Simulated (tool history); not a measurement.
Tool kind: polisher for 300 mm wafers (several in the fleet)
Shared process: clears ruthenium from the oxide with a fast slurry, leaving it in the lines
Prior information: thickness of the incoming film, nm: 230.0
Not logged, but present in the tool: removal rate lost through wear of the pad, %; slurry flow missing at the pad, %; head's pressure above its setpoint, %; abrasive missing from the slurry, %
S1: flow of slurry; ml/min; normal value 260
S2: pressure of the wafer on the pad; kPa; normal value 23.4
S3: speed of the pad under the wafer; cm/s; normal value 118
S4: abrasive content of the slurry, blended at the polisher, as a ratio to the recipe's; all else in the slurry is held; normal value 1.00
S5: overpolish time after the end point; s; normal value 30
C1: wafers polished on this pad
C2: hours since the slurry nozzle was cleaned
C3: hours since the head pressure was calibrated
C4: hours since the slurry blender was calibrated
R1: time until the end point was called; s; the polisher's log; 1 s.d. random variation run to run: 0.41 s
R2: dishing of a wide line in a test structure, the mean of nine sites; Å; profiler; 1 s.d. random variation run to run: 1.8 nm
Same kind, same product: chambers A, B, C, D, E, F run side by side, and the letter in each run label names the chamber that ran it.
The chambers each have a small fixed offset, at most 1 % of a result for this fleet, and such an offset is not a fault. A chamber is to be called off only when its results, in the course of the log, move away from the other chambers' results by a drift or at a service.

| run | hour | S1 | S2 | S3 | S4 | S5 | C1 | C2 | C3 | C4 | R1 | R2 |
|---|---|---|---|---|---|---|---|---|---|---|---|---|
| 1A | 4.3 | 260 | 23.4 | 118 | 1.00 | 30 | 263 | 277.5 | 673.2 | 242.1 | 40.932 | 1103.7 |
| 2C | 8.1 | 260 | 23.4 | 118 | 1.00 | 30 | 170 | 785.1 | 317.5 | 127.5 | 41.040 | 1113.4 |
| 3D | 14.8 | 260 | 23.4 | 118 | 1.00 | 30 | 719 | 132.1 | 365.1 | 56.0 | 41.386 | 1090.5 |
| 4F | 21.7 | 260 | 23.4 | 118 | 1.00 | 30 | 572 | 248.6 | 604.3 | 157.2 | 40.679 | 1082.2 |
| 5B | 28.4 | 260 | 23.4 | 118 | 1.00 | 30 | 396 | 595.6 | 109.2 | 196.0 | 41.136 | 1122.2 |
| 6E | 35.7 | 260 | 23.4 | 118 | 1.00 | 30 | 721 | 163.5 | 173.0 | 340.3 | 39.830 | 1101.0 |
| 7D | 41.9 | 260 | 23.4 | 118 | 1.00 | 40 | 959 | 159.2 | 392.2 | 83.1 | 41.660 | 1265.5 |
| 8F | 48.6 | 260 | 23.4 | 118 | 1.00 | 40 | 810 | 275.5 | 631.2 | 184.1 | 40.145 | 1310.7 |
|  | 51.8 | chamber A: head pressure recalibrated |
| 9E | 53.0 | 260 | 23.4 | 118 | 1.00 | 40 | 874 | 180.8 | 190.3 | 357.6 | 40.698 | 1349.5 |
|  | 53.7 | chamber E: slurry blender recalibrated |
|  | 54.8 | chamber C: slurry nozzle cleaned |
|  | 54.8 | chamber F: worn pad replaced by a new one |
|  | 54.9 | chamber C: slurry blender recalibrated |
| 10A | 59.3 | 260 | 23.4 | 118 | 1.00 | 40 | 750 | 332.5 | 7.5 | 297.1 | 41.452 | 1305.4 |
| 11B | 66.0 | 260 | 23.4 | 118 | 1.00 | 40 | 729 | 633.2 | 146.8 | 233.6 | 41.594 | 1287.4 |
| 12C | 69.9 | 260 | 23.4 | 118 | 1.00 | 40 | 718 | 15.2 | 379.3 | 15.0 | 40.898 | 1339.9 |
| 13D | 73.8 | 260 | 23.4 | 118 | 1.00 | 30 | 1242 | 191.1 | 424.1 | 115.0 | 41.196 | 1110.7 |
|  | 78.6 | chamber A: worn pad replaced by a new one |
| 14B | 78.6 | 260 | 23.4 | 118 | 1.00 | 30 | 841 | 645.8 | 159.4 | 246.2 | 41.774 | 1088.3 |
| 15F | 82.6 | 260 | 23.4 | 118 | 0.85 | 30 | 247 | 309.5 | 665.2 | 218.1 | 43.675 | 1065.9 |
| 16C | 87.4 | 260 | 23.4 | 118 | 0.85 | 30 | 873 | 32.7 | 396.8 | 32.5 | 44.856 | 1036.8 |
| 17E | 91.4 | 260 | 23.4 | 118 | 0.85 | 30 | 1215 | 219.2 | 228.7 | 37.7 | 43.933 | 1008.2 |
| 18A | 97.2 | 260 | 23.4 | 118 | 0.85 | 30 | 165 | 370.4 | 45.4 | 335.0 | 43.878 | 1043.5 |
|  | 98.7 | chamber D: worn pad replaced by a new one |
|  | 100.9 | chamber B: worn pad replaced by a new one |
|  | 101.2 | chamber E: worn pad replaced by a new one |
| 19D | 104.5 | 260 | 23.4 | 118 | 0.85 | 30 | 51 | 221.8 | 454.8 | 145.7 | 43.962 | 1047.8 |
|  | 105.5 | chamber D: slurry nozzle cleaned |
| 20B | 109.4 | 260 | 23.4 | 118 | 0.85 | 30 | 76 | 676.6 | 190.2 | 277.0 | 47.027 | 1027.6 |
| 21F | 115.4 | 260 | 23.4 | 118 | 1.00 | 30 | 537 | 342.3 | 698.0 | 250.9 | 40.648 | 1088.5 |
|  | 116.9 | chamber C: worn pad replaced by a new one |
|  | 120.3 | chamber C: head pressure recalibrated |
| 22E | 120.6 | 260 | 23.4 | 118 | 1.00 | 30 | 172 | 248.4 | 257.9 | 66.9 | 39.930 | 1110.8 |
| 23C | 124.6 | 260 | 23.4 | 118 | 1.00 | 30 | 68 | 69.9 | 4.3 | 69.7 | 40.454 | 1115.0 |
| 24A | 130.5 | 260 | 23.4 | 118 | 1.00 | 30 | 460 | 403.7 | 78.7 | 368.3 | 39.722 | 1098.9 |
| 25D | 135.0 | 260 | 23.4 | 86 | 1.00 | 47 | 321 | 29.5 | 485.3 | 176.2 | 56.813 | 1172.2 |
| 26E | 139.8 | 260 | 23.4 | 86 | 1.00 | 47 | 342 | 267.6 | 277.1 | 86.1 | 55.866 | 1200.7 |
| 27C | 143.7 | 260 | 23.4 | 86 | 1.00 | 47 | 237 | 89.0 | 23.4 | 88.8 | 55.335 | 1216.8 |
|  | 148.3 | chamber D: slurry blender recalibrated |
| 28B | 149.8 | 260 | 23.4 | 86 | 1.00 | 47 | 434 | 717.0 | 230.6 | 317.4 | 60.722 | 1143.4 |
|  | 150.1 | chamber F: worn pad replaced by a new one |
| 29A | 154.1 | 260 | 23.4 | 86 | 1.00 | 47 | 669 | 427.3 | 102.3 | 391.9 | 56.474 | 1174.9 |
| 30F | 157.3 | 260 | 23.4 | 86 | 1.00 | 47 | 64 | 384.2 | 739.9 | 292.8 | 55.646 | 1203.0 |
|  | 161.2 | chamber A: slurry blender recalibrated |
| 31D | 164.4 | 260 | 23.4 | 118 | 1.00 | 30 | 582 | 58.9 | 514.7 | 16.2 | 40.618 | 1094.2 |
| 32F | 169.0 | 260 | 23.4 | 118 | 1.00 | 30 | 168 | 395.9 | 751.6 | 304.5 | 40.258 | 1077.6 |
|  | 171.4 | chamber A: worn pad replaced by a new one |
| 33E | 173.2 | 260 | 23.4 | 118 | 1.00 | 30 | 638 | 301.0 | 310.5 | 119.5 | 40.554 | 1093.7 |
| 34C | 177.8 | 260 | 23.4 | 118 | 1.00 | 30 | 539 | 123.1 | 57.5 | 122.9 | 40.768 | 1099.1 |
| 35B | 183.5 | 260 | 23.4 | 118 | 1.00 | 30 | 732 | 750.7 | 264.3 | 351.1 | 45.410 | 1046.2 |
| 36A | 190.4 | 260 | 23.4 | 118 | 1.00 | 30 | 169 | 463.6 | 138.6 | 29.3 | 41.113 | 1095.8 |
| 37E | 195.2 | 260 | 23.4 | 118 | 1.00 | 30 | 833 | 323.0 | 332.5 | 141.5 | 40.693 | 1072.5 |
| 38B | 201.7 | 260 | 23.4 | 118 | 1.00 | 30 | 894 | 768.9 | 282.5 | 369.3 | 45.275 | 1013.0 |
| 39C | 208.5 | 335 | 23.4 | 118 | 1.00 | 30 | 812 | 153.8 | 88.2 | 153.6 | 39.541 | 1131.4 |
| 40D | 213.2 | 335 | 23.4 | 118 | 1.00 | 30 | 1015 | 107.7 | 563.5 | 65.0 | 40.575 | 1152.3 |
| 41A | 218.5 | 335 | 23.4 | 118 | 1.00 | 30 | 418 | 491.7 | 166.7 | 57.4 | 39.616 | 1157.0 |
|  | 219.1 | chamber F: slurry blender recalibrated |
| 42F | 225.3 | 335 | 23.4 | 118 | 1.00 | 30 | 667 | 452.2 | 807.9 | 6.3 | 39.399 | 1110.6 |

Is one chamber out of step, is the gauge drifting, or do the chambers differ by no more than their own small offsets? For an off chamber, give its letter and the likeliest cause.

Little by little, chamber B moves away from the other chambers.
Cause: abrasive missing from the slurry, % = 23.6.
From this log alone, it may not be told apart from: head's pressure below its setpoint, %.

Chamber B could run next with any of the 4 candidate recipes listed below; each alters the usual settings, and their results appear as question marks. Which one brings its results back in line with what the other chambers deliver on the usual settings?
In line here means within this much of the mean the other chambers give on the usual settings: R1 1.500 s; R2 61.00 Å
| 43B-1 | 230.7 | 260 | 21.4 | 106 | 0.95 | 30 |  |  |  |  | ? | ? |
| 43B-2 | 230.7 | 260 | 25.5 | 130 | 1.05 | 30 |  |  |  |  | ? | ? |
| 43B-3 | 230.7 | 260 | 24.8 | 126 | 1.00 | 30 |  |  |  |  | ? | ? |
| 43B-4 | 230.7 | 260 | 22.1 | 110 | 1.00 | 30 |  |  |  |  | ? | ? |

Mean of the other chambers on the usual settings: R1 40.779 s; R2 1096.30 Å
| run | R1 | R2 |
|---|---|---|
| 43B-1 | 58.667 | 838.55 |
| 43B-2 | 37.934 | 1148.00 |
| 43B-3 | 41.268 | 1084.50 |
| 43B-4 | 53.273 | 902.42 |
43B-3 is the one that brings the chamber's results back in line with the other chambers.

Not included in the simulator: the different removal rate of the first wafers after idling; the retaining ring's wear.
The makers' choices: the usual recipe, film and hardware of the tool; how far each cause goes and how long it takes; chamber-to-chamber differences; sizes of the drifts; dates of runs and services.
